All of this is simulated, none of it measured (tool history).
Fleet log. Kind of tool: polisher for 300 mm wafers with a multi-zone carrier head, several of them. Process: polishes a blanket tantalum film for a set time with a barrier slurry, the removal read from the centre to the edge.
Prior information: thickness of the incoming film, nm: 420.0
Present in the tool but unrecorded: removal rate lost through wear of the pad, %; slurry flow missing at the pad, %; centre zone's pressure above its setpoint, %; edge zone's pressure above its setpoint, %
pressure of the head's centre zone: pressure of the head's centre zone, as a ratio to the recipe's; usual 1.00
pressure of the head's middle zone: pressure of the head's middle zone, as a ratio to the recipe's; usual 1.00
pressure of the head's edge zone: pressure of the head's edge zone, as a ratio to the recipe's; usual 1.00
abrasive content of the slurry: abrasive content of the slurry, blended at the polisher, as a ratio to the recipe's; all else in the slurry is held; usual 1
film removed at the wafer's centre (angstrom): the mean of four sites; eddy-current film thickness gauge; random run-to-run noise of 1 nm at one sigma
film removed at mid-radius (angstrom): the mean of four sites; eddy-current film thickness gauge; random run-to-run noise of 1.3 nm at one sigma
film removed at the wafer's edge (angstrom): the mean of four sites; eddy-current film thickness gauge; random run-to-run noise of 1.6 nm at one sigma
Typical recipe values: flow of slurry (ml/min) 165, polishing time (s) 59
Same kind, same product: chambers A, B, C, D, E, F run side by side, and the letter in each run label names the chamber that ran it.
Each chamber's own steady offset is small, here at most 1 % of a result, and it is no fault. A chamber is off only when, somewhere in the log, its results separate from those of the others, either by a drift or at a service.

run,hour,flow of slurry (ml/min),pressure of the head's centre zone,pressure of the head's middle zone,pressure of the head's edge zone,abrasive content of the slurry,polishing time (s),wafers polished on this pad,hours since the slurry nozzle was cleaned,hours since the centre zone pressure was calibrated,hours since the edge zone pressure was calibrated,film removed at the wafer's centre (angstrom),film removed at mid-radius (angstrom),film removed at the wafer's edge (angstrom)
1F,5.0,165,1.00,1.00,1.00,1,59,472,277.6,1026.9,16.6,1213.6,1254.8,1220.8
2B,8.8,165,1.00,1.00,1.00,1,59,365,628.7,799.8,291.4,1219.4,1203.4,1199.9
# hour 11.3: chamber F: worn pad replaced by a new one
3C,12.7,165,1.00,1.00,1.00,1,59,188,22.2,412.8,854.0,1247.0,1236.5,1223.5
4E,19.7,165,1.00,1.00,1.00,1,59,471,128.4,90.0,300.6,1221.2,1228.5,1246.1
5D,24.9,165,1.00,1.00,1.00,1,59,1042,78.6,70.8,105.4,1212.8,1228.6,1229.3
# hour 26.3: chamber B: worn pad replaced by a new one
6A,30.3,165,1.00,1.00,1.00,1,59,606,43.9,247.6,54.2,1219.4,1228.2,1236.0
# hour 30.4: chamber E: worn pad replaced by a new one
# hour 31.9: chamber A: worn pad replaced by a new one
7E,36.6,165,1.00,0.92,1.05,1,59,80,145.3,106.9,317.5,1205.8,1153.6,1261.1
# hour 40.1: chamber D: worn pad replaced by a new one
8F,43.4,165,1.00,0.92,1.05,1,59,415,316.0,1065.3,55.0,1218.6,1146.6,1251.9
9B,48.6,165,1.00,0.92,1.05,1,59,289,668.5,839.6,331.2,1215.5,1131.1,1261.6
# hour 50.3: chamber B: centre zone pressure recalibrated
# hour 51.7: chamber F: worn pad replaced by a new one
10A,55.8,165,1.00,0.92,1.05,1,59,309,69.4,273.1,79.7,1226.0,1138.1,1256.8
11D,61.9,165,1.00,0.92,1.05,1,59,283,115.6,107.8,142.4,1217.9,1127.7,1245.4
12C,65.5,165,1.00,0.92,1.05,1,59,871,75.0,465.6,906.8,1234.7,1155.0,1254.8
13B,71.1,165,1.00,1.00,1.00,1,59,580,691.0,20.8,353.7,1221.0,1228.0,1238.0
# hour 73.9: chamber E: worn pad replaced by a new one
# hour 75.5: chamber A: worn pad replaced by a new one
# hour 76.3: chamber B: worn pad replaced by a new one
14D,77.3,165,1.00,1.00,1.00,1,59,482,131.0,123.2,157.8,1222.4,1214.9,1236.5
# hour 81.9: chamber B: slurry nozzle cleaned
15F,84.7,165,1.00,1.00,1.00,1,59,427,357.3,1106.6,96.3,1234.0,1238.8,1232.1
16C,88.5,165,1.00,1.00,1.00,1,59,1169,98.0,488.6,929.8,1227.6,1243.5,1252.2
17A,93.6,165,1.00,1.00,1.00,1,59,234,107.2,310.9,117.5,1208.7,1214.7,1243.6
# hour 99.3: chamber F: worn pad replaced by a new one
18E,101.0,165,1.00,1.00,1.00,1,59,351,209.7,171.3,381.9,1224.2,1218.1,1241.7
19F,104.8,165,1.00,1.00,1.00,1,59,71,377.4,1126.7,116.4,1231.6,1240.3,1224.3
20C,109.3,165,1.00,1.00,1.00,1,59,1438,118.8,509.4,950.6,1221.3,1222.5,1232.9
# hour 110.8: chamber C: worn pad replaced by a new one
21A,113.5,165,1.00,1.00,1.00,1,59,492,127.1,330.8,137.4,1212.7,1239.3,1239.0
# hour 114.2: chamber E: slurry nozzle cleaned
# hour 117.9: chamber E: worn pad replaced by a new one
22E,119.0,165,1.00,1.00,1.00,1,59,14,4.9,189.3,399.9,1235.6,1240.0,1222.5
# hour 123.3: chamber A: worn pad replaced by a new one
# hour 124.2: chamber D: worn pad replaced by a new one
23D,124.2,165,1.00,1.00,1.00,1,59,0,177.9,170.1,204.7,1214.7,1218.7,1200.0
# hour 125.1: chamber B: worn pad replaced by a new one
24B,128.6,165,1.00,1.00,1.00,1,59,46,46.7,78.3,411.2,1242.7,1224.7,1225.1
25E,133.9,165,1.00,1.00,1.00,1,59,207,19.8,204.2,414.8,1240.3,1246.2,1207.9
# hour 140.0: chamber F: worn pad replaced by a new one
26C,141.3,165,1.00,1.00,1.00,1,50,395,150.8,541.4,982.6,1042.0,1047.5,1038.3
27D,144.5,165,1.00,1.00,1.00,1,50,263,198.2,190.4,225.0,1037.9,1041.1,1044.6
28F,151.4,165,1.00,1.00,1.00,1,50,148,424.0,1173.3,163.0,1023.0,1048.0,1045.4
29A,158.2,165,1.00,1.00,1.00,1,50,451,171.8,375.5,182.1,1026.6,1050.0,1041.6
# hour 158.4: chamber E: worn pad replaced by a new one
30B,162.4,165,1.00,1.00,1.00,1,50,483,80.5,112.1,445.0,1029.2,1015.8,1036.5
31F,167.0,165,1.00,1.00,1.00,1,50,349,439.6,1188.9,178.6,1041.0,1037.9,1049.2
32A,172.9,165,0.95,1.00,1.00,1,78,642,186.5,390.2,196.8,1530.4,1598.9,1628.9
# hour 176.6: chamber B: worn pad replaced by a new one
33B,177.3,165,0.95,1.00,1.00,1,78,9,95.4,127.0,459.9,1526.2,1602.7,1625.4
34D,184.4,165,0.95,1.00,1.00,1,78,779,238.1,230.3,264.9,1531.9,1598.2,1632.5
35C,187.7,165,0.95,1.00,1.00,1,78,996,197.2,587.8,1029.0,1518.0,1605.0,1620.2
36E,193.6,165,0.95,1.00,1.00,1,78,456,79.5,263.9,474.5,1520.1,1617.3,1630.2

Next, all 6 chambers run the settings below, one line each with question marks for the results. What does each chamber give?
37A,199.0,165,1.00,1.00,1.00,1,59,,,,,?,?,?
37B,199.0,165,1.00,1.00,1.00,1,59,,,,,?,?,?
37C,199.0,165,1.00,1.00,1.00,1,59,,,,,?,?,?
37D,199.0,165,1.00,1.00,1.00,1,59,,,,,?,?,?
37E,199.0,165,1.00,1.00,1.00,1,59,,,,,?,?,?
37F,199.0,165,1.00,1.00,1.00,1,59,,,,,?,?,?

run,film removed at the wafer's centre (angstrom),film removed at mid-radius (angstrom),film removed at the wafer's edge (angstrom)
37A,1239.0,1225.1,1244.3
37B,1231.7,1233.1,1204.2
37C,1222.7,1227.5,1219.4
37D,1224.6,1214.7,1221.8
37E,1234.6,1213.5,1241.6
37F,1230.1,1217.3,1231.3

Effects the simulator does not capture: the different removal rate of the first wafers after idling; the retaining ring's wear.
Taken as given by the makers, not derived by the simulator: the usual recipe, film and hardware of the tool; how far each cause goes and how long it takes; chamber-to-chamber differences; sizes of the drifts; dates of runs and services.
